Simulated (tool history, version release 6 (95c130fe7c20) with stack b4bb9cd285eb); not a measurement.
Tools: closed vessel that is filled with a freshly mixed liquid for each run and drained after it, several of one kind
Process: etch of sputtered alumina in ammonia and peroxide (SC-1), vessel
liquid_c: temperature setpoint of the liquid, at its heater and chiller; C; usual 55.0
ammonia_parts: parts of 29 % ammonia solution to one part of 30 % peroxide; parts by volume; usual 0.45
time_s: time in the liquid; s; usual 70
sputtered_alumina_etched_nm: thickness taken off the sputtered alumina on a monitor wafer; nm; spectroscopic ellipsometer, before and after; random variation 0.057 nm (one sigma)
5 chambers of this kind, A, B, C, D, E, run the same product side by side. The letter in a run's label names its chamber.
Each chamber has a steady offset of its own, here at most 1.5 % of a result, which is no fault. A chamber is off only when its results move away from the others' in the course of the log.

| run | hour | liquid_c | ammonia_parts | time_s | hours since the thermometer was replaced | hours since the ammonia flow meter was replaced | hours since the drum of ammonia solution was connected | read-back film thickness of the sputtered alumina reference wafer, read on the same gauge (nm) | sputtered_alumina_etched_nm |
|---|---|---|---|---|---|---|---|---|---|
| 1A | 6.1 | 55.0 | 0.45 | 70 | 739.0 | 589.6 | 96.1 | 39.975 | 5.9998 |
| 2D | 13.3 | 55.0 | 0.45 | 70 | 36.0 | 871.9 | 349.7 | 40.002 | 6.0748 |
| 3E | 25.6 | 55.0 | 0.45 | 70 | 1424.1 | 1313.7 | 264.0 | 40.017 | 6.1360 |
| 4C | 35.0 | 55.0 | 0.45 | 70 | 998.4 | 358.1 | 186.7 | 40.028 | 6.0222 |
| 5B | 41.3 | 55.0 | 0.45 | 70 | 52.6 | 492.2 | 248.4 | 40.007 | 6.2081 |
| 6D | 51.7 | 55.0 | 0.45 | 70 | 74.4 | 910.3 | 388.1 | 40.008 | 6.1963 |
| 7A | 65.0 | 55.0 | 0.45 | 70 | 797.9 | 648.5 | 155.0 | 40.000 | 6.0017 |
| 8C | 76.2 | 55.0 | 0.45 | 80 | 1039.6 | 399.3 | 227.9 | 40.001 | 7.0139 |
| 9E | 82.9 | 55.0 | 0.45 | 80 | 1481.4 | 1371.0 | 321.3 | 40.001 | 6.9619 |
|  | 85.6 | chamber B: new drum of ammonia solution connected |
| 10B | 90.6 | 55.0 | 0.45 | 80 | 101.9 | 541.5 | 5.0 | 39.998 | 6.9731 |
| 11D | 98.9 | 55.0 | 0.45 | 80 | 121.6 | 957.5 | 435.3 | 39.992 | 6.9325 |
| 12A | 104.8 | 55.0 | 0.45 | 80 | 837.7 | 688.3 | 194.8 | 39.997 | 6.9547 |
| 13C | 117.6 | 48.5 | 0.60 | 70 | 1081.0 | 440.7 | 269.3 | 40.010 | 4.3064 |
| 14B | 126.5 | 48.5 | 0.60 | 70 | 137.8 | 577.4 | 40.9 | 40.005 | 4.3737 |
| 15E | 138.5 | 48.5 | 0.60 | 70 | 1537.0 | 1426.6 | 376.9 | 39.993 | 4.3223 |
| 16C | 149.6 | 48.5 | 0.60 | 70 | 1113.0 | 472.7 | 301.3 | 39.990 | 4.3891 |
| 17A | 160.9 | 48.5 | 0.60 | 70 | 893.8 | 744.4 | 250.9 | 39.990 | 4.3869 |
| 18B | 168.6 | 55.0 | 0.45 | 70 | 179.9 | 619.5 | 83.0 | 39.997 | 6.1048 |
|  | 170.0 | chamber E: ammonia flow meter replaced |
| 19D | 174.9 | 55.0 | 0.45 | 70 | 197.6 | 1033.5 | 511.3 | 39.991 | 6.0684 |
| 20E | 181.9 | 61.5 | 0.45 | 70 | 1580.4 | 12.0 | 420.3 | 40.006 | 8.5250 |
| 21A | 189.3 | 61.5 | 0.45 | 70 | 922.2 | 772.8 | 279.3 | 40.003 | 8.4063 |
| 22C | 197.8 | 61.5 | 0.45 | 70 | 1161.2 | 520.9 | 349.5 | 39.991 | 8.1742 |
| 23B | 208.0 | 61.5 | 0.45 | 70 | 219.3 | 658.9 | 122.4 | 39.995 | 8.4906 |
| 24D | 215.1 | 61.5 | 0.45 | 70 | 237.8 | 1073.7 | 551.5 | 39.977 | 8.4001 |
| 25E | 223.5 | 48.5 | 0.35 | 70 | 1622.0 | 53.6 | 461.9 | 39.961 | 4.1820 |
|  | 224.8 | chamber D: new drum of ammonia solution connected |
| 26D | 235.8 | 48.5 | 0.35 | 70 | 258.5 | 1094.4 | 11.0 | 39.989 | 4.2151 |
| 27E | 244.8 | 48.5 | 0.35 | 70 | 1643.3 | 74.9 | 483.2 | 39.995 | 4.1463 |
| 28C | 252.7 | 48.5 | 0.35 | 70 | 1216.1 | 575.8 | 404.4 | 40.009 | 4.0632 |
|  | 256.2 | chamber A: new drum of ammonia solution connected |
| 29B | 261.7 | 48.5 | 0.35 | 70 | 273.0 | 712.6 | 176.1 | 39.998 | 4.1748 |
| 30A | 268.2 | 55.0 | 0.45 | 70 | 1001.1 | 851.7 | 12.0 | 40.005 | 6.0051 |
| 31D | 280.9 | 55.0 | 0.45 | 70 | 303.6 | 1139.5 | 56.1 | 40.003 | 6.1811 |
| 32B | 290.1 | 55.0 | 0.45 | 70 | 301.4 | 741.0 | 204.5 | 39.988 | 6.1867 |
|  | 293.9 | chamber B: ammonia flow meter replaced |
| 33E | 296.1 | 55.0 | 0.45 | 70 | 1694.6 | 126.2 | 534.5 | 39.988 | 6.1831 |
| 34A | 305.3 | 55.0 | 0.45 | 70 | 1038.2 | 888.8 | 49.1 | 40.004 | 6.0810 |
| 35C | 313.7 | 55.0 | 0.45 | 70 | 1277.1 | 636.8 | 465.4 | 40.019 | 5.9976 |
| 36A | 323.3 | 55.0 | 0.45 | 70 | 1056.2 | 906.8 | 67.1 | 39.996 | 6.1207 |
| 37E | 334.5 | 55.0 | 0.30 | 85 | 1733.0 | 164.6 | 572.9 | 40.019 | 7.2240 |
| 38C | 342.2 | 55.0 | 0.30 | 85 | 1305.6 | 665.3 | 493.9 | 39.999 | 6.9238 |
| 39B | 353.0 | 55.0 | 0.30 | 85 | 364.3 | 59.2 | 267.4 | 39.965 | 7.1094 |
| 40D | 362.2 | 55.0 | 0.30 | 85 | 384.9 | 1220.8 | 137.4 | 40.006 | 7.1980 |
| 41D | 368.1 | 55.0 | 0.30 | 85 | 390.8 | 1226.7 | 143.3 | 40.010 | 7.1634 |
| 42B | 376.9 | 55.0 | 0.45 | 70 | 388.2 | 83.1 | 291.3 | 40.034 | 6.1000 |

Is one chamber off against the others, does the gauge drift, or is nothing wrong? If a chamber is off, say which, and what the likeliest cause is.

No chamber stands off beyond its own small offset, and the gauge holds steady.
